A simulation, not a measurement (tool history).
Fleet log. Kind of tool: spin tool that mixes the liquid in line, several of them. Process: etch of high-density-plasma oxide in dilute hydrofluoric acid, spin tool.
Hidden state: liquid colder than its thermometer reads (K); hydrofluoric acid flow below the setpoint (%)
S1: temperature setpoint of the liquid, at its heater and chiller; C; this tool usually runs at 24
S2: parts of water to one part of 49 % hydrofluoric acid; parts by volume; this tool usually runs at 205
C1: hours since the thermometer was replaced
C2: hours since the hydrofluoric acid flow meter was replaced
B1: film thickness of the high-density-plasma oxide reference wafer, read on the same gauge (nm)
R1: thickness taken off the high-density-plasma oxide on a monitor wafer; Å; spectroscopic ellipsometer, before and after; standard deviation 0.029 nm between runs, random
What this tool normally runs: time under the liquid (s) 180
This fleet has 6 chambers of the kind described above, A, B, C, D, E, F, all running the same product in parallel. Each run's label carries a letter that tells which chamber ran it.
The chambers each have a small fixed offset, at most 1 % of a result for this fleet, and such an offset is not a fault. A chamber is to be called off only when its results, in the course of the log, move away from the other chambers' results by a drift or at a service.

run 1C hour=5.1 | S1=24 S2=205 time_under_the_liquid_(s)=180 | C1=531.3 C2=859.3 | B1=139.95 | R1=40.113
run 2D hour=8.8 | S1=24 S2=205 time_under_the_liquid_(s)=180 | C1=1062.4 C2=391.3 | B1=140.00 | R1=40.124
run 3B hour=14.7 | S1=24 S2=205 time_under_the_liquid_(s)=180 | C1=1828.9 C2=209.3 | B1=140.01 | R1=39.899
run 4A hour=20.5 | S1=24 S2=205 time_under_the_liquid_(s)=180 | C1=896.9 C2=1371.1 | B1=140.05 | R1=39.610
run 5F hour=25.2 | S1=24 S2=205 time_under_the_liquid_(s)=180 | C1=711.9 C2=321.9 | B1=140.04 | R1=39.408
run 6E hour=30.5 | S1=24 S2=205 time_under_the_liquid_(s)=180 | C1=689.9 C2=287.8 | B1=140.03 | R1=39.316
run 7E hour=33.9 | S1=24 S2=175 time_under_the_liquid_(s)=180 | C1=693.3 C2=291.2 | B1=139.98 | R1=47.960
run 8D hour=39.6 | S1=24 S2=175 time_under_the_liquid_(s)=180 | C1=1093.2 C2=422.1 | B1=140.02 | R1=48.543
run 9F hour=43.9 | S1=24 S2=175 time_under_the_liquid_(s)=180 | C1=730.6 C2=340.6 | B1=139.99 | R1=47.393
run 10B hour=49.9 | S1=24 S2=175 time_under_the_liquid_(s)=180 | C1=1864.1 C2=244.5 | B1=139.99 | R1=48.149
run 11C hour=55.2 | S1=24 S2=175 time_under_the_liquid_(s)=180 | C1=581.4 C2=909.4 | B1=140.00 | R1=47.612
run 12A hour=60.0 | S1=24 S2=175 time_under_the_liquid_(s)=180 | C1=936.4 C2=1410.6 | B1=140.01 | R1=47.366
run 13B hour=63.3 | S1=24 S2=205 time_under_the_liquid_(s)=180 | C1=1877.5 C2=257.9 | B1=140.02 | R1=39.680
run 14A hour=66.7 | S1=24 S2=205 time_under_the_liquid_(s)=180 | C1=943.1 C2=1417.3 | B1=140.02 | R1=38.637
run 15F hour=70.1 | S1=24 S2=205 time_under_the_liquid_(s)=180 | C1=756.8 C2=366.8 | B1=140.00 | R1=39.323
run 16C hour=73.1 | S1=24 S2=205 time_under_the_liquid_(s)=180 | C1=599.3 C2=927.3 | B1=140.08 | R1=39.597
run 17D hour=75.8 | S1=24 S2=205 time_under_the_liquid_(s)=75 | C1=1129.4 C2=458.3 | B1=139.99 | R1=16.695
run 18E hour=81.2 | S1=24 S2=205 time_under_the_liquid_(s)=75 | C1=740.6 C2=338.5 | B1=140.01 | R1=16.349
run 19F hour=86.9 | S1=24 S2=205 time_under_the_liquid_(s)=75 | C1=773.6 C2=383.6 | B1=139.95 | R1=16.322
run 20D hour=91.2 | S1=24 S2=205 time_under_the_liquid_(s)=75 | C1=1144.8 C2=473.7 | B1=139.98 | R1=16.687
run 21B hour=96.5 | S1=24 S2=205 time_under_the_liquid_(s)=75 | C1=1910.7 C2=291.1 | B1=140.03 | R1=16.392
run 22A hour=99.6 | S1=24 S2=205 time_under_the_liquid_(s)=75 | C1=976.0 C2=1450.2 | B1=139.99 | R1=16.131
run 23E hour=104.9 | S1=24 S2=205 time_under_the_liquid_(s)=180 | C1=764.3 C2=362.2 | B1=140.00 | R1=39.335
run 24C hour=108.7 | S1=24 S2=205 time_under_the_liquid_(s)=180 | C1=634.9 C2=962.9 | B1=140.04 | R1=39.684
run 25F hour=112.2 | S1=24 S2=205 time_under_the_liquid_(s)=180 | C1=798.9 C2=408.9 | B1=139.98 | R1=39.658
run 26B hour=116.0 | S1=24 S2=205 time_under_the_liquid_(s)=180 | C1=1930.2 C2=310.6 | B1=140.00 | R1=39.928
run 27C hour=118.7 | S1=24 S2=205 time_under_the_liquid_(s)=180 | C1=644.9 C2=972.9 | B1=140.01 | R1=39.286
run 28E hour=122.4 | S1=24 S2=205 time_under_the_liquid_(s)=180 | C1=781.8 C2=379.7 | B1=139.94 | R1=39.842
run 29A hour=127.2 | S1=24 S2=205 time_under_the_liquid_(s)=180 | C1=1003.6 C2=1477.8 | B1=139.96 | R1=38.119
run 30D hour=131.8 | S1=24 S2=205 time_under_the_liquid_(s)=180 | C1=1185.4 C2=514.3 | B1=140.00 | R1=39.746
run 31B hour=137.1 | S1=24 S2=205 time_under_the_liquid_(s)=180 | C1=1951.3 C2=331.7 | B1=140.01 | R1=39.789
run 32D hour=142.5 | S1=24 S2=205 time_under_the_liquid_(s)=180 | C1=1196.1 C2=525.0 | B1=139.96 | R1=39.872
run 33C hour=146.3 | S1=24 S2=120 time_under_the_liquid_(s)=240 | C1=672.5 C2=1000.5 | B1=139.99 | R1=97.454
run 34A hour=151.6 | S1=24 S2=120 time_under_the_liquid_(s)=240 | C1=1028.0 C2=1502.2 | B1=139.99 | R1=93.167
run 35E hour=154.3 | S1=24 S2=120 time_under_the_liquid_(s)=240 | C1=813.7 C2=411.6 | B1=140.00 | R1=98.957
run 36F hour=157.5 | S1=24 S2=120 time_under_the_liquid_(s)=240 | C1=844.2 C2=454.2 | B1=140.02 | R1=100.340
run 37D hour=160.8 | S1=24 S2=120 time_under_the_liquid_(s)=240 | C1=1214.4 C2=543.3 | B1=140.01 | R1=100.670
run 38C hour=165.3 | S1=24 S2=120 time_under_the_liquid_(s)=240 | C1=691.5 C2=1019.5 | B1=140.02 | R1=98.826
run 39F hour=170.4 | S1=24 S2=205 time_under_the_liquid_(s)=180 | C1=857.1 C2=467.1 | B1=139.97 | R1=39.347
run 40A hour=173.2 | S1=24 S2=205 time_under_the_liquid_(s)=180 | C1=1049.6 C2=1523.8 | B1=139.98 | R1=36.468
run 41E hour=175.8 | S1=24 S2=205 time_under_the_liquid_(s)=180 | C1=835.2 C2=433.1 | B1=139.99 | R1=40.101
run 42B hour=181.7 | S1=24 S2=205 time_under_the_liquid_(s)=180 | C1=1995.9 C2=376.3 | B1=140.00 | R1=39.496

Is one chamber off against the others, does the gauge drift, or is nothing wrong? If a chamber is off, say which, and what the likeliest cause is.

One chamber, A, drifts off from the rest bit by bit.
Cause: hydrofluoric acid flow below the setpoint (%) = 8.01.
With only this log, it may be confused with: liquid colder than its thermometer reads (K).

Which of the 4 candidates below, each the usual settings with something changed and its results left as question marks, puts chamber A back in line with what the other chambers give on the usual settings?
Allowed miss from the other chambers' usual-settings mean, per result, to count as in line: R1 1.000 Å
run 43A-1 hour=186.0 | S1=24 S2=200 time_under_the_liquid_(s)=190 | R1=?
run 43A-2 hour=186.0 | S1=25 S2=205 time_under_the_liquid_(s)=180 | R1=?
run 43A-3 hour=186.0 | S1=24 S2=205 time_under_the_liquid_(s)=165 | R1=?
run 43A-4 hour=186.0 | S1=24 S2=210 time_under_the_liquid_(s)=180 | R1=?

Mean of the other chambers on the usual settings: R1 39.602 Å
run=43A-1 R1=39.126
run=43A-2 R1=37.266
run=43A-3 R1=32.958
run=43A-4 R1=34.894
43A-1 brings the chamber back in line.

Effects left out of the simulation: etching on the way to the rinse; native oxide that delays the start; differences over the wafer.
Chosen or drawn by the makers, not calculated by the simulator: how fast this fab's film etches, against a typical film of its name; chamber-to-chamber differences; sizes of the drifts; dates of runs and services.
